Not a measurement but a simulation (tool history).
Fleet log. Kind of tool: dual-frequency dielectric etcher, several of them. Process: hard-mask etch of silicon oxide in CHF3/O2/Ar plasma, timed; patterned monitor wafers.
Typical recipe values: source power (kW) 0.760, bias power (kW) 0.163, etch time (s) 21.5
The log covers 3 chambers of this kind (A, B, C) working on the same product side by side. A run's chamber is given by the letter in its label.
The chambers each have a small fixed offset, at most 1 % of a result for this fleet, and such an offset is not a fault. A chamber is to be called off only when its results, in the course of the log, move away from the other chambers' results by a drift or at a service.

run,hour,source power (kW),bias power (kW),etch time (s),"read-back reference wafer on the same gauge, depth_nm",mean etch depth across the wafer (angstrom)
1C,6.8,0.760,0.163,21.5,52.313,452.29
2B,14.5,0.760,0.163,21.5,52.296,455.08
3A,23.4,0.760,0.163,21.5,52.340,450.48
4A,35.2,0.760,0.163,21.5,52.329,446.44
5B,44.7,0.760,0.163,21.5,52.376,451.06
6C,54.0,0.760,0.163,21.5,52.395,447.16
7B,64.3,0.760,0.163,21.5,52.277,451.07
8C,79.5,0.760,0.163,21.5,52.297,445.67
9A,88.9,0.760,0.163,21.5,52.295,450.24
10A,97.4,0.760,0.163,21.5,52.369,447.05
11B,111.6,0.760,0.163,21.5,52.340,451.43
12C,124.6,0.760,0.163,21.5,52.262,450.73
13C,135.4,0.760,0.163,21.5,52.263,451.19
14A,143.3,0.760,0.163,21.5,52.273,449.22
15B,153.9,0.760,0.163,21.5,52.299,451.02
16B,161.5,0.760,0.163,21.5,52.364,451.51
17A,172.0,0.760,0.163,21.5,52.318,445.85
18C,184.7,0.760,0.163,21.5,52.248,451.64
19A,198.1,0.760,0.163,21.5,52.280,450.92
20B,207.0,0.760,0.163,21.5,52.272,458.33
21C,220.8,0.760,0.163,21.5,52.297,454.73
22A,232.1,0.760,0.163,21.5,52.283,447.46
23C,246.3,0.760,0.163,21.5,52.277,447.58
24B,258.1,0.760,0.163,21.5,52.373,451.86
25A,266.8,0.760,0.163,21.5,52.338,446.11
26C,276.5,0.760,0.163,21.5,52.347,453.44
27B,289.0,0.760,0.163,21.5,52.233,450.93
28C,295.6,0.760,0.163,21.5,52.359,446.50
29B,310.8,0.760,0.163,21.5,52.276,455.36
30A,322.0,0.760,0.163,21.5,52.259,449.93
# hour 334.5: chamber A: source power generator calibrated
31C,336.9,0.760,0.163,21.5,52.298,448.57
# hour 348.7: chamber C: wet clean of the chamber
32A,350.3,0.910,0.146,21.5,52.303,466.29
33B,362.9,0.910,0.146,21.5,52.361,473.50
34B,373.8,0.910,0.146,21.5,52.258,469.99
35C,380.8,0.760,0.163,21.5,52.244,450.42
36A,392.2,0.760,0.163,21.5,52.237,448.68
37A,402.5,0.760,0.163,21.5,52.381,451.28
38B,410.5,0.760,0.163,21.5,52.275,450.01
39C,425.4,0.760,0.163,21.5,52.293,455.62
40A,434.0,0.590,0.163,21.5,52.236,410.70
# hour 435.8: chamber B: wet clean of the chamber
41C,447.5,0.590,0.163,21.5,52.324,410.41
42B,459.2,0.590,0.163,21.5,52.252,409.75
# hour 463.9: chamber A: wet clean of the chamber
43A,467.3,0.760,0.163,17.5,52.284,364.14

Is one chamber out of step, is the gauge drifting, or do the chambers differ by no more than their own small offsets? For an off chamber, give its letter and the likeliest cause.

Nothing is wrong: each chamber keeps only its own small, steady offset and the gauge holds still.
